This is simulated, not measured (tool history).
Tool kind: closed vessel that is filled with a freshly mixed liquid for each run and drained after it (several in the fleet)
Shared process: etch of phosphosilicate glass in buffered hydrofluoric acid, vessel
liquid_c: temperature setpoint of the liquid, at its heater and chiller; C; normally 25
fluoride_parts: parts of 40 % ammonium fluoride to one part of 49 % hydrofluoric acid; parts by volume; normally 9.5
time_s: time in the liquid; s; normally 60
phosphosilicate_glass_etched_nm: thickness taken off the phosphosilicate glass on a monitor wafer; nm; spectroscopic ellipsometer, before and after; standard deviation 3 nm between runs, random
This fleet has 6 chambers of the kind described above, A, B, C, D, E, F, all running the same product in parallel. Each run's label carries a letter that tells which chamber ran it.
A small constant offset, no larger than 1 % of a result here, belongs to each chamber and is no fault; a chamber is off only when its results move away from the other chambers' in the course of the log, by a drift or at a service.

run,day,liquid_c,fluoride_parts,time_s,"read-back film thickness of the phosphosilicate glass reference wafer, read on the same gauge (nm)",phosphosilicate_glass_etched_nm
1C,0.204,25,9.5,60,90.006,613.84
2F,0.608,25,9.5,60,90.019,617.66
3A,0.975,25,9.5,60,89.988,617.63
4B,1.362,25,9.5,60,90.005,623.16
5E,1.658,25,9.5,60,90.003,625.4
6D,1.942,25,9.5,60,90.005,621.76
7C,2.183,25,9.5,60,89.99,613.08
8B,2.446,27,7.5,60,89.978,869.83
9D,2.75,27,7.5,60,90.011,877.83
10F,3.054,27,7.5,60,89.994,876.5
11A,3.417,27,7.5,60,90.02,861.57
12E,3.804,27,7.5,60,89.99,873.11
13A,4.092,27,7.5,60,89.995,871.19
14B,4.471,25,9.5,60,89.994,616.73
15E,4.767,25,9.5,60,89.982,614.11
16D,5.1,25,9.5,60,89.984,625.22
17C,5.446,25,9.5,60,89.978,617.06
18F,5.808,25,9.5,60,89.997,619.36
19A,6.183,22,9.5,60,89.996,527.66
20F,6.458,22,9.5,60,90.007,524.74
21C,6.829,22,9.5,60,90.016,528.38
22E,7.112,22,9.5,60,90.026,527.8
23D,7.308,22,9.5,60,89.977,531.71
24B,7.558,22,9.5,60,89.983,524.99
25E,7.862,25,9.5,60,90.021,622.4
26D,8.071,25,9.5,60,90.012,621.94
27B,8.292,25,9.5,60,90.021,620.8
28A,8.608,25,9.5,60,90.003,621.52
29F,8.879,25,9.5,60,90.004,620.58
# day 8.983: chamber F: hydrofluoric acid flow meter replaced
# day 9.088: chamber D: hydrofluoric acid flow meter replaced
30C,9.162,25,9.5,60,89.98,618.09
31D,9.533,25,9.5,60,90,618.85
32E,9.858,25,12.5,90,89.998,725.69
33B,10.271,25,12.5,90,90.014,726.57
34C,10.483,25,12.5,90,89.984,720.03
35F,10.704,25,12.5,90,90.039,724.52
36A,11,25,12.5,90,89.994,726.76
37D,11.396,25,12.5,90,89.998,723.8

Decide between three cases: one chamber stands off from its peers, the gauge reading all wafers drifts, or nothing is wrong past each chamber's small offset. Where a chamber is off, say which and what most likely put it there.

The fleet is healthy, with each chamber sitting at its usual small offset and no drift in the gauge.
